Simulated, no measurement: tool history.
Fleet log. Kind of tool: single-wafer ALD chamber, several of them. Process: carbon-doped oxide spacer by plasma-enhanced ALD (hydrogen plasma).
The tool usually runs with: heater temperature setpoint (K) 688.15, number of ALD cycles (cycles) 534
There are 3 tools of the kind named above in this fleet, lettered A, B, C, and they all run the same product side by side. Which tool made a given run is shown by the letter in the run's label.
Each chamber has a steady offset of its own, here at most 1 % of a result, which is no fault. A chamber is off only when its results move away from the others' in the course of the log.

run   hour  heater temperature setpoint (K)  number of ALD cycles (cycles)  hours since the last thermocouple change  read-back reference wafer on the same gauge, thickness_nm  mean film thickness on the monitor wafer (Å)
 1B   10.8                           688.15                            534                                     887.4                                                     23.088                                        254.86
 2C   17.3                           688.15                            534                                     761.8                                                     23.081                                        252.02
 3A   24.0                           688.15                            534                                    1441.8                                                     23.085                                        256.24
 4C   29.7                           688.15                            534                                     774.2                                                     23.069                                        252.43
 5A   38.4                           688.15                            534                                    1456.2                                                     23.072                                        256.71
 6B   49.2                           688.15                            534                                     925.8                                                     23.059                                        254.08
 7A   55.8                           688.15                            534                                    1473.6                                                     23.048                                        256.10
 8B   63.2                           688.15                            534                                     939.8                                                     23.045                                        253.50
 9C   71.6                           688.15                            534                                     816.1                                                     23.036                                        251.15
10C   80.0                           688.15                            534                                     824.5                                                     23.035                                        251.09
11B   86.9                           688.15                            534                                     963.5                                                     23.023                                        254.24
12A   95.4                           688.15                            534                                    1513.2                                                     23.017                                        255.88
13B  102.3                           688.15                            534                                     978.9                                                     23.004                                        253.50
14C  107.7                           688.15                            534                                     852.2                                                     22.998                                        251.79
15A  114.1                           678.15                            534                                    1531.9                                                     22.999                                        262.54
16C  120.6                           678.15                            534                                     865.1                                                     22.999                                        259.43
17B  131.2                           678.15                            534                                    1007.8                                                     22.984                                        261.13
18A  137.4                           688.15                            534                                    1555.2                                                     22.975                                        255.40
19C  147.3                           688.15                            534                                     891.8                                                     22.975                                        251.35
20A  154.5                           688.15                            534                                    1572.3                                                     22.963                                        255.19

Predict what each chamber gives when all 3 of them run the settings below next.
21A  162.3                           674.15                            534                                                                                                                                                  ?
21B  162.3                           674.15                            534                                                                                                                                                  ?
21C  162.3                           674.15                            534                                                                                                                                                  ?

run  mean film thickness on the monitor wafer (Å)
21A                                        266.01
21B                                        264.80
21C                                        262.19

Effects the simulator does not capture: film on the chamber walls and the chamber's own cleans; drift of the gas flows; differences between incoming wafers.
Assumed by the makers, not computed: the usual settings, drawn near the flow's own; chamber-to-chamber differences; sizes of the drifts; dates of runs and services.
